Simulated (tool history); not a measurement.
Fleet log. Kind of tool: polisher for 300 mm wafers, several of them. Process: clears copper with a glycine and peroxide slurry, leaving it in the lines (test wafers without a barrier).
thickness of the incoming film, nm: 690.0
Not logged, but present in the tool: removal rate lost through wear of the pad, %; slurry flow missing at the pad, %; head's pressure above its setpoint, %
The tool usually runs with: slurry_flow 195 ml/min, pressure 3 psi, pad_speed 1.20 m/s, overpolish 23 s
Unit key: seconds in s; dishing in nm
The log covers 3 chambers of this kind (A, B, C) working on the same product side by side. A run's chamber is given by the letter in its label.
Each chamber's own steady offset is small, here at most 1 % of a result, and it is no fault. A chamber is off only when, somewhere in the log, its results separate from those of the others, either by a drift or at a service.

run	hour	slurry_flow	pressure	pad_speed	overpolish	wafers polished on this pad	hours since the slurry nozzle was cleaned	hours since the head pressure was calibrated	seconds	dishing
1C	4.5	195	3	1.20	23	514	352.8	218.2	120.11	79.810
2B	9.8	195	3	1.20	23	701	177.2	341.6	128.07	80.247
3A	13.7	195	3	1.20	23	616	326.9	935.0	122.60	80.123
4B	18.4	195	3	1.20	23	766	185.8	350.2	125.05	81.461
5A	22.9	195	3	1.20	23	686	336.1	944.2	121.40	78.959
6C	27.5	215	3	1.20	33	688	375.8	241.2	125.91	103.180
# hour 29.0: chamber B: slurry nozzle cleaned
7B	32.0	215	3	1.20	33	869	3.1	363.8	124.41	102.170
8A	36.0	215	3	1.20	33	785	349.2	957.3	126.01	104.610
9C	41.3	195	3	1.20	23	792	389.6	255.0	123.98	77.794
10A	46.9	195	3	1.20	23	867	360.1	968.2	127.37	80.094
# hour 47.8: chamber A: worn pad replaced by a new one
11B	51.6	195	3	1.20	23	1017	22.7	383.4	134.45	77.410
12C	56.0	135	3	1.20	13	903	404.3	269.7	136.91	47.033
13C	59.7	135	3	1.20	13	931	408.0	273.4	130.81	47.015
14A	62.5	135	3	1.20	13	111	375.7	983.8	134.45	48.351
15B	67.1	195	3	1.20	23	1134	38.2	398.9	137.89	75.131
16A	70.8	255	3	1.20	23	174	384.0	992.1	120.28	81.097
17B	74.7	255	3	1.20	23	1192	45.8	406.5	130.38	76.264
18C	78.6	255	3	1.20	23	1074	426.9	292.3	123.49	80.266
19B	83.8	195	3	1.20	23	1261	54.9	415.6	138.07	72.263
20C	89.0	195	3	1.52	12	1153	437.3	302.7	100.11	54.581

Is one chamber off against the others, does the gauge drift, or is nothing wrong? If a chamber is off, say which, and what the likeliest cause is.

It is chamber B that slowly wanders off from its peers.
Cause: removal rate lost through wear of the pad, % = 12.8.
Not necessarily distinguishable in this log from: head's pressure below its setpoint, %.

Which of the 4 candidates below, each the usual settings with something changed and its results left as question marks, puts chamber B back in line with what the other chambers give on the usual settings?
Allowed miss from the other chambers' usual-settings mean, per result, to count as in line: seconds 8.70 s; dishing 2.800 nm
21B-1	93.1	190	2.6	1.00	24				?	?
21B-2	93.1	200	3.2	1.30	23				?	?
21B-3	93.1	190	2.8	1.10	23				?	?
21B-4	93.1	200	3.4	1.40	23				?	?

On the usual settings, the other chambers give on average: seconds 123.99 s; dishing 79.129 nm
run	seconds	dishing
21B-1	188.09	59.168
21B-2	125.49	78.968
21B-3	163.51	64.079
21B-4	111.43	86.399
21B-2 brings the chamber back in line.

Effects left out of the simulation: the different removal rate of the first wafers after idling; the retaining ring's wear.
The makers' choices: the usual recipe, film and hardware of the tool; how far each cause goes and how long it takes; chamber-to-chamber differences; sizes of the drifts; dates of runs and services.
